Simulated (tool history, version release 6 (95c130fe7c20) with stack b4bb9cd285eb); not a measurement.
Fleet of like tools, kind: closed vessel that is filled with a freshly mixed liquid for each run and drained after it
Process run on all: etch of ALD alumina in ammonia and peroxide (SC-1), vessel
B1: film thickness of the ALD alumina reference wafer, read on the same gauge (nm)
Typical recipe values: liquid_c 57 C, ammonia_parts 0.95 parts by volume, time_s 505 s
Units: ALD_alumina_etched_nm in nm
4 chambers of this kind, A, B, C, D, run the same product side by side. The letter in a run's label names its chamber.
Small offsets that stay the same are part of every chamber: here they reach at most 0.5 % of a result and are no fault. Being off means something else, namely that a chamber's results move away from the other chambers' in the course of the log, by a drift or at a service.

Run 1B, day 0.146: usual settings; B1 60.002. Result: ALD_alumina_etched_nm 26.049 nm.
Run 2D, day 0.333: usual settings; B1 60.032. Result: ALD_alumina_etched_nm 25.967 nm.
Run 3C, day 0.417: usual settings; B1 60.039. Result: ALD_alumina_etched_nm 26.263 nm.
Run 4A, day 0.596: usual settings; B1 59.972. Result: ALD_alumina_etched_nm 25.776 nm.
Run 5C, day 0.750: usual settings; B1 60.005. Result: ALD_alumina_etched_nm 26.198 nm.
Run 6A, day 0.908: usual settings; B1 60.008. Result: ALD_alumina_etched_nm 25.917 nm.
Run 7D, day 1.062: usual settings; B1 59.975. Result: ALD_alumina_etched_nm 25.979 nm.
Run 8B, day 1.158: usual settings; B1 60.014. Result: ALD_alumina_etched_nm 26.033 nm.
Run 9C, day 1.292: usual settings but time_s 690 s; B1 60.005. Result: ALD_alumina_etched_nm 35.497 nm.
Run 10B, day 1.379: usual settings but time_s 690 s; B1 60.042. Result: ALD_alumina_etched_nm 36.790 nm.
Run 11A, day 1.475: usual settings but time_s 690 s; B1 60.036. Result: ALD_alumina_etched_nm 35.696 nm.
Run 12D, day 1.638: usual settings but time_s 690 s; B1 60.037. Result: ALD_alumina_etched_nm 35.342 nm.
Run 13A, day 1.817: usual settings but time_s 380 s; B1 60.010. Result: ALD_alumina_etched_nm 19.587 nm.
Run 14B, day 1.975: usual settings but time_s 380 s; B1 60.007. Result: ALD_alumina_etched_nm 20.770 nm.
Run 15C, day 2.079: usual settings but time_s 380 s; B1 60.024. Result: ALD_alumina_etched_nm 19.524 nm.
Run 16D, day 2.221: usual settings but time_s 380 s; B1 60.026. Result: ALD_alumina_etched_nm 19.453 nm.
Run 17B, day 2.317: usual settings; B1 59.999. Result: ALD_alumina_etched_nm 27.353 nm.
Run 18C, day 2.438: usual settings; B1 59.975. Result: ALD_alumina_etched_nm 26.156 nm.
Run 19A, day 2.529: usual settings; B1 60.033. Result: ALD_alumina_etched_nm 26.066 nm.
Run 20D, day 2.675: usual settings; B1 59.980. Result: ALD_alumina_etched_nm 25.968 nm.
Run 21C, day 2.771: usual settings; B1 60.028. Result: ALD_alumina_etched_nm 26.175 nm.
Run 22B, day 2.871: usual settings but ammonia_parts 0.50 parts by volume, time_s 685 s; B1 59.994. Result: ALD_alumina_etched_nm 35.101 nm.
Run 23A, day 3.054: usual settings but ammonia_parts 0.50 parts by volume, time_s 685 s; B1 59.989. Result: ALD_alumina_etched_nm 33.763 nm.
Run 24D, day 3.212: usual settings but ammonia_parts 0.50 parts by volume, time_s 685 s; B1 60.015. Result: ALD_alumina_etched_nm 33.346 nm.
Run 25D, day 3.304: usual settings but ammonia_parts 0.50 parts by volume, time_s 685 s; B1 59.990. Result: ALD_alumina_etched_nm 32.809 nm.
Run 26A, day 3.404: usual settings; B1 60.033. Result: ALD_alumina_etched_nm 26.305 nm.
Run 27C, day 3.583: usual settings; B1 60.045. Result: ALD_alumina_etched_nm 26.269 nm.

All 4 chambers run these settings next. Forecast each chamber's results:
Run 28A, day 3.721: usual settings but time_s 285 s. Result: ALD_alumina_etched_nm ?.
Run 28B, day 3.721: usual settings but time_s 285 s. Result: ALD_alumina_etched_nm ?.
Run 28C, day 3.721: usual settings but time_s 285 s. Result: ALD_alumina_etched_nm ?.
Run 28D, day 3.721: usual settings but time_s 285 s. Result: ALD_alumina_etched_nm ?.

run  ALD_alumina_etched_nm
28A                 14.853
28B                 16.095
28C                 14.852
28D                 14.796
